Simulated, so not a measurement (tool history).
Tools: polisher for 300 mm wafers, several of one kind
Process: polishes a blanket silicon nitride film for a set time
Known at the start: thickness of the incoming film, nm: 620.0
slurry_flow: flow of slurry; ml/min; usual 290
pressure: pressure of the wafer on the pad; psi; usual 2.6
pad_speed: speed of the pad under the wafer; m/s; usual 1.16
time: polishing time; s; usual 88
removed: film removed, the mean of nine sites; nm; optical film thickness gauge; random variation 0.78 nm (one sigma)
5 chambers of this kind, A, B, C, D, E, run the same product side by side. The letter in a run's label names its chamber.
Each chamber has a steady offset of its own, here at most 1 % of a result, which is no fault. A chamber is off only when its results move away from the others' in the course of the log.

run   hour  slurry_flow  pressure  pad_speed  time  removed
 1C    7.0          290       2.6       1.16    88   121.00
       9.7  -- chamber D: worn pad replaced by a new one
 2E   14.5          290       2.6       1.16    88   119.59
 3D   20.3          290       2.6       1.16    88   117.98
      26.1  -- chamber B: worn pad replaced by a new one
 4B   26.2          290       2.6       1.16    88   120.35
      35.5  -- chamber C: worn pad replaced by a new one
 5A   36.6          290       2.6       1.16    88   119.52
      41.5  -- chamber B: slurry nozzle cleaned
 6C   42.7          290       2.6       1.16    88   121.51
 7E   48.2          290       2.6       1.16    88   119.69
      50.6  -- chamber A: worn pad replaced by a new one
 8B   55.2          290       2.6       1.16    88   120.10
 9D   63.2          290       2.6       1.16    88   119.46
10A   69.3          290       3.5       1.16    88   162.51
11D   79.9          290       3.5       1.16    88   160.21
      84.9  -- chamber E: worn pad replaced by a new one
12B   89.7          290       3.5       1.16    88   162.54
13E   98.7          290       3.5       1.16    88   161.05
14C  104.4          290       3.5       1.16    88   162.30
15A  115.8          290       2.6       1.16    88   118.77
     116.2  -- chamber C: slurry nozzle cleaned
     119.2  -- chamber D: worn pad replaced by a new one
16D  126.7          290       2.6       1.16    88   118.94
     126.9  -- chamber C: worn pad replaced by a new one
17E  134.7          290       2.6       1.16    88   120.18
     138.4  -- chamber D: slurry nozzle cleaned
18B  146.4          290       2.6       1.16    88   120.62
19C  154.3          290       2.6       1.16    88   120.02
     158.4  -- chamber C: head pressure recalibrated
     158.6  -- chamber A: worn pad replaced by a new one
20A  161.6          290       2.6       1.16   116   158.23
21A  172.6          290       2.6       1.16   116   158.07
22C  181.7          290       2.6       1.16   116   168.79
23E  191.4          290       2.6       1.16   116   159.18
     193.4  -- chamber E: worn pad replaced by a new one
24D  196.6          290       2.6       1.16   116   156.97
     203.4  -- chamber B: worn pad replaced by a new one
25B  205.5          290       2.6       1.16    88   119.89
26C  216.0          290       2.6       1.16    88   127.98
     216.1  -- chamber E: slurry nozzle cleaned
     226.6  -- chamber D: worn pad replaced by a new one
27E  227.7          290       2.6       1.16    88   120.67
28A  235.0          290       2.6       1.16    88   118.12
     242.8  -- chamber B: head pressure recalibrated
29B  244.0          290       2.6       1.16    88   120.42
30D  250.6          290       2.6       1.16    88   119.70
31E  259.2          290       2.6       1.16    88   119.26
32B  269.2          290       2.6       1.16    88   119.98
33D  278.1          290       2.6       1.16    88   119.27
     280.4  -- chamber A: worn pad replaced by a new one
34A  285.9          290       2.6       1.16    88   121.26

All 5 chambers run these settings next. Forecast each chamber's results:
35A  294.4          290       2.6       1.16    88        ?
35B  294.4          290       2.6       1.16    88        ?
35C  294.4          290       2.6       1.16    88        ?
35D  294.4          290       2.6       1.16    88        ?
35E  294.4          290       2.6       1.16    88        ?

run  removed
35A   119.64
35B   119.84
35C   127.52
35D   119.08
35E   121.60
